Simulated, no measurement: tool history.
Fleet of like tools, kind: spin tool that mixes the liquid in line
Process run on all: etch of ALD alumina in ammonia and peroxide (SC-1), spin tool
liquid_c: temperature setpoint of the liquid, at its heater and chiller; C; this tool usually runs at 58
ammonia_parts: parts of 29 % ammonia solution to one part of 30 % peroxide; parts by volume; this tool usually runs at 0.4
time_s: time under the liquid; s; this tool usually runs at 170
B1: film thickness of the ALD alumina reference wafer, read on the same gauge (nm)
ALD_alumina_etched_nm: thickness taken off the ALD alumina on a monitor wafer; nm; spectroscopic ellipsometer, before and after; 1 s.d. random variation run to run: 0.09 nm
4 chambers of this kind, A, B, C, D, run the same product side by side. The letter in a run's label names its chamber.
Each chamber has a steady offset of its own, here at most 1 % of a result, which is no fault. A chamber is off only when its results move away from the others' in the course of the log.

run 1D hour=8 | liquid_c=58 ammonia_parts=0.4 time_s=170 | B1=39.981 | ALD_alumina_etched_nm=9.8532
run 2C hour=14.2 | liquid_c=58 ammonia_parts=0.4 time_s=170 | B1=39.999 | ALD_alumina_etched_nm=9.9849
run 3A hour=18.8 | liquid_c=58 ammonia_parts=0.4 time_s=170 | B1=40.011 | ALD_alumina_etched_nm=9.9604
run 4B hour=25 | liquid_c=58 ammonia_parts=0.4 time_s=170 | B1=40.007 | ALD_alumina_etched_nm=9.9451
run 5D hour=31.3 | liquid_c=58 ammonia_parts=0.4 time_s=170 | B1=40.028 | ALD_alumina_etched_nm=9.9981
run 6B hour=40.3 | liquid_c=58 ammonia_parts=0.4 time_s=170 | B1=39.986 | ALD_alumina_etched_nm=9.905
run 7A hour=46.2 | liquid_c=58 ammonia_parts=0.4 time_s=170 | B1=40.004 | ALD_alumina_etched_nm=10.002
run 8C hour=51.3 | liquid_c=58 ammonia_parts=0.4 time_s=170 | B1=39.995 | ALD_alumina_etched_nm=9.8879
run 9C hour=56.3 | liquid_c=58 ammonia_parts=0.4 time_s=170 | B1=39.974 | ALD_alumina_etched_nm=9.874
run 10A hour=64 | liquid_c=58 ammonia_parts=0.55 time_s=200 | B1=39.995 | ALD_alumina_etched_nm=12.058
run 11B hour=73.2 | liquid_c=58 ammonia_parts=0.55 time_s=200 | B1=39.988 | ALD_alumina_etched_nm=11.978
run 12D hour=80.5 | liquid_c=58 ammonia_parts=0.55 time_s=200 | B1=39.971 | ALD_alumina_etched_nm=11.913
run 13A hour=90.9 | liquid_c=58 ammonia_parts=0.55 time_s=200 | B1=40.036 | ALD_alumina_etched_nm=12.193
run 14D hour=95.9 | liquid_c=58 ammonia_parts=0.4 time_s=170 | B1=40.005 | ALD_alumina_etched_nm=9.7522
-- hour=99 chamber B: ammonia flow meter replaced
run 15B hour=103.3 | liquid_c=58 ammonia_parts=0.4 time_s=170 | B1=40.021 | ALD_alumina_etched_nm=10.008
run 16C hour=112.7 | liquid_c=58 ammonia_parts=0.4 time_s=170 | B1=40.003 | ALD_alumina_etched_nm=10
-- hour=119.6 chamber B: new drum of ammonia solution connected
run 17A hour=121.6 | liquid_c=58 ammonia_parts=0.4 time_s=170 | B1=40.02 | ALD_alumina_etched_nm=10.139
run 18C hour=127.3 | liquid_c=58 ammonia_parts=0.4 time_s=170 | B1=40.027 | ALD_alumina_etched_nm=9.9874
run 19D hour=137.2 | liquid_c=58 ammonia_parts=0.4 time_s=170 | B1=40.012 | ALD_alumina_etched_nm=9.7761
run 20B hour=143.1 | liquid_c=58 ammonia_parts=0.4 time_s=170 | B1=40.016 | ALD_alumina_etched_nm=9.8778
-- hour=152.7 chamber A: ammonia flow meter replaced
run 21B hour=152.9 | liquid_c=58 ammonia_parts=0.4 time_s=170 | B1=40 | ALD_alumina_etched_nm=9.9377
run 22D hour=162.2 | liquid_c=58 ammonia_parts=0.4 time_s=170 | B1=39.996 | ALD_alumina_etched_nm=9.9073
run 23C hour=168 | liquid_c=58 ammonia_parts=0.4 time_s=170 | B1=39.974 | ALD_alumina_etched_nm=9.8861
run 24A hour=178.1 | liquid_c=58 ammonia_parts=0.25 time_s=170 | B1=40.006 | ALD_alumina_etched_nm=10.123
run 25C hour=187.3 | liquid_c=58 ammonia_parts=0.25 time_s=170 | B1=39.991 | ALD_alumina_etched_nm=9.4809
run 26A hour=194.5 | liquid_c=58 ammonia_parts=0.25 time_s=170 | B1=39.988 | ALD_alumina_etched_nm=10.242
run 27B hour=199.8 | liquid_c=58 ammonia_parts=0.25 time_s=170 | B1=39.979 | ALD_alumina_etched_nm=9.4924
run 28D hour=205.2 | liquid_c=58 ammonia_parts=0.4 time_s=170 | B1=40.042 | ALD_alumina_etched_nm=9.8596
run 29B hour=211.5 | liquid_c=64 ammonia_parts=0.25 time_s=170 | B1=40.005 | ALD_alumina_etched_nm=12.838
run 30A hour=219.2 | liquid_c=64 ammonia_parts=0.25 time_s=170 | B1=40.015 | ALD_alumina_etched_nm=14.069

Is one chamber out of step, is the gauge drifting, or do the chambers differ by no more than their own small offsets? For an off chamber, give its letter and the likeliest cause.

Chamber A drifts away from the others.
What lies behind it: liquid hotter than its thermometer reads (K) = 2.24.

Which of the 4 candidates below, each the usual settings with something changed and its results left as question marks, puts chamber A back in line with what the other chambers give on the usual settings?
To be in line, a result may differ from the other chambers' mean on the usual settings by at most: ALD_alumina_etched_nm 0.31 nm
run 31A-1 hour=226.6 | liquid_c=60 ammonia_parts=0.4 time_s=190 | ALD_alumina_etched_nm=?
run 31A-2 hour=226.6 | liquid_c=57 ammonia_parts=0.4 time_s=160 | ALD_alumina_etched_nm=?
run 31A-3 hour=226.6 | liquid_c=58 ammonia_parts=0.4 time_s=135 | ALD_alumina_etched_nm=?
run 31A-4 hour=226.6 | liquid_c=59 ammonia_parts=0.4 time_s=180 | ALD_alumina_etched_nm=?

What the other chambers average on the usual settings: ALD_alumina_etched_nm 9.8823 nm
run=31A-1 ALD_alumina_etched_nm=13.763
run=31A-2 ALD_alumina_etched_nm=9.9577
run=31A-3 ALD_alumina_etched_nm=8.8408
run=31A-4 ALD_alumina_etched_nm=12.399
31A-2 is the one that brings the chamber's results back in line with the other chambers.

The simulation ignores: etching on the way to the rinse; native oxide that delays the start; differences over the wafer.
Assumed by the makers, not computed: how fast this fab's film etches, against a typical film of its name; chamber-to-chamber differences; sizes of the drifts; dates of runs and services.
